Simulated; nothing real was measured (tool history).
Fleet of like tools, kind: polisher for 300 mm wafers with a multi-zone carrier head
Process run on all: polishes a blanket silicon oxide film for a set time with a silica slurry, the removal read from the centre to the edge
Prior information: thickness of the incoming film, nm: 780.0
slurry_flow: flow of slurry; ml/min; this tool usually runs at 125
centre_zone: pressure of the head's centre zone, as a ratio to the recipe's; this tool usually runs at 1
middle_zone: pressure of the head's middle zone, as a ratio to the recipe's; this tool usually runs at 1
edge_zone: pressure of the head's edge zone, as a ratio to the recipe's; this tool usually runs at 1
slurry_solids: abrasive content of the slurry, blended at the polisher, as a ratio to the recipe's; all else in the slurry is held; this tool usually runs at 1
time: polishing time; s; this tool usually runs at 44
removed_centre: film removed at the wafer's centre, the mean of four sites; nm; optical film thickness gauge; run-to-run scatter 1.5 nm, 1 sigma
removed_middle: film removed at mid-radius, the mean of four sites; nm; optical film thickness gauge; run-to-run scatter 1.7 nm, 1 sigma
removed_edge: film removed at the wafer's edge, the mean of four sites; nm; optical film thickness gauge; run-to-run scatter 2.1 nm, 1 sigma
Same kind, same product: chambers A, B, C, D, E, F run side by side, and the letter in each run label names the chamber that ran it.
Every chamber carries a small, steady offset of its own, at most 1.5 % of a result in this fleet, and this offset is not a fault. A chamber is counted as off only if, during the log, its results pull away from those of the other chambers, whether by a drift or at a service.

| run | hour | slurry_flow | centre_zone | middle_zone | edge_zone | slurry_solids | time | removed_centre | removed_middle | removed_edge |
|---|---|---|---|---|---|---|---|---|---|---|
| 1A | 4 | 125 | 1 | 1 | 1 | 1 | 44 | 201.27 | 201.07 | 199.23 |
|  | 6.9 | chamber B: centre zone pressure recalibrated |
| 2F | 8.6 | 125 | 1 | 1 | 1 | 1 | 44 | 196.31 | 199.19 | 199.66 |
| 3B | 13.7 | 125 | 1 | 1 | 1 | 1 | 44 | 199.12 | 197.05 | 198.76 |
|  | 16.8 | chamber D: worn pad replaced by a new one |
| 4D | 19.2 | 125 | 1 | 1 | 1 | 1 | 44 | 198.13 | 197.33 | 200.24 |
| 5C | 22.9 | 125 | 1 | 1 | 1 | 1 | 44 | 197.1 | 198.42 | 197.17 |
| 6E | 27.7 | 125 | 1 | 1 | 1 | 1.2 | 58 | 281 | 283.71 | 279.48 |
| 7C | 32.8 | 125 | 1 | 1 | 1 | 1.2 | 58 | 282.58 | 281.36 | 284.53 |
|  | 36.1 | chamber D: centre zone pressure recalibrated |
| 8D | 36.3 | 125 | 1 | 1 | 1 | 1.2 | 58 | 286.22 | 281.04 | 285.29 |
| 9B | 40.6 | 125 | 1 | 1 | 1 | 1.2 | 58 | 280.99 | 281.04 | 283.46 |
| 10E | 43 | 125 | 1 | 1 | 1 | 1.2 | 58 | 282.87 | 288.55 | 286.94 |
| 11F | 47.7 | 125 | 1 | 1 | 1 | 1.2 | 58 | 281.33 | 280.87 | 285.92 |
| 12A | 53.1 | 95 | 1 | 1 | 1 | 1 | 44 | 181.76 | 184.75 | 189.07 |
| 13F | 56.3 | 95 | 1 | 1 | 1 | 1 | 44 | 183.28 | 188.04 | 188.37 |
|  | 57.9 | chamber A: worn pad replaced by a new one |
| 14E | 60.5 | 95 | 1 | 1 | 1 | 1 | 44 | 182.85 | 184.81 | 192.44 |
| 15D | 65.4 | 95 | 1 | 1 | 1 | 1 | 44 | 184.44 | 186.13 | 185.17 |
|  | 67.4 | chamber E: slurry nozzle cleaned |
| 16B | 68.7 | 95 | 1 | 1 | 1 | 1 | 44 | 182.76 | 183.99 | 188.4 |
| 17C | 73.7 | 95 | 1 | 1 | 1 | 1 | 44 | 182.56 | 182.27 | 188.75 |
|  | 74.7 | chamber B: slurry nozzle cleaned |
|  | 75.1 | chamber D: edge zone pressure recalibrated |
|  | 75.5 | chamber E: worn pad replaced by a new one |
|  | 77.9 | chamber F: slurry nozzle cleaned |
| 18A | 79.3 | 125 | 1 | 1 | 1 | 1 | 44 | 197.96 | 199.94 | 196.76 |
|  | 81.6 | chamber C: worn pad replaced by a new one |
| 19F | 82.2 | 125 | 1 | 1 | 1 | 1 | 44 | 199.17 | 199.02 | 197.09 |
| 20A | 86.4 | 125 | 1 | 1 | 1 | 1 | 44 | 199.06 | 201.2 | 198.98 |
| 21C | 90.9 | 125 | 1 | 1 | 1 | 1 | 44 | 197.66 | 197.83 | 202.33 |
|  | 91.5 | chamber B: edge zone pressure recalibrated |
| 22E | 96.1 | 125 | 1 | 1 | 1 | 1 | 44 | 194.91 | 202.23 | 197.16 |
|  | 97.7 | chamber F: worn pad replaced by a new one |
| 23B | 99 | 125 | 1 | 1 | 1 | 1 | 44 | 199.66 | 200.83 | 194.55 |
| 24D | 103.6 | 125 | 1 | 1 | 1 | 1 | 44 | 199.26 | 196.03 | 200.39 |
| 25D | 107.4 | 125 | 1 | 1 | 1 | 1 | 44 | 199.23 | 196.72 | 199.23 |
| 26F | 110.1 | 125 | 1 | 1 | 1 | 1 | 44 | 194.79 | 194.97 | 204.61 |
|  | 112.8 | chamber D: worn pad replaced by a new one |
| 27A | 114 | 125 | 1 | 1 | 1 | 1 | 44 | 200.23 | 199.47 | 195.8 |
| 28B | 119.6 | 125 | 1 | 1 | 1 | 1 | 44 | 199.44 | 197.76 | 202.64 |
|  | 120.3 | chamber B: worn pad replaced by a new one |
| 29E | 122.3 | 125 | 1 | 1 | 1 | 1 | 44 | 197.32 | 198.89 | 198.45 |
|  | 123.7 | chamber E: edge zone pressure recalibrated |
| 30C | 127.8 | 85 | 1 | 1 | 1 | 1.1 | 44 | 183.8 | 186.77 | 199.4 |
| 31F | 132.8 | 85 | 1 | 1 | 1 | 1.1 | 44 | 183.85 | 188.04 | 193.88 |
| 32A | 135.8 | 85 | 1 | 1 | 1 | 1.1 | 44 | 184.05 | 190.57 | 191.64 |
|  | 138.9 | chamber A: worn pad replaced by a new one |
| 33B | 139.8 | 85 | 1 | 1 | 1 | 1.1 | 44 | 181.58 | 188.26 | 193.46 |
| 34D | 143.4 | 85 | 1 | 1 | 1 | 1.1 | 44 | 183.78 | 185.7 | 191.1 |
| 35E | 148.8 | 85 | 1 | 1 | 1 | 1.1 | 44 | 181.34 | 188.32 | 194.16 |
| 36C | 152.4 | 125 | 1 | 1 | 1 | 1 | 44 | 199.41 | 197.59 | 200.64 |
| 37C | 155.8 | 125 | 1 | 1 | 1 | 1 | 44 | 199.01 | 194.1 | 198.52 |
| 38E | 159.5 | 125 | 1 | 1 | 1 | 1 | 44 | 200.3 | 202.32 | 201.71 |
| 39B | 162.6 | 125 | 1 | 1 | 1 | 1 | 44 | 197.78 | 193.05 | 198.29 |
| 40A | 165.5 | 125 | 1 | 1 | 1 | 1 | 44 | 197.69 | 202.87 | 198.1 |

Has any chamber moved away from the others, gradually or after a service, or does the common gauge drift, or do the chambers differ only by their own small steady offsets? State the chamber and the most likely cause if one applies.

Nothing is wrong: each chamber keeps only its own small, steady offset and the gauge holds still.
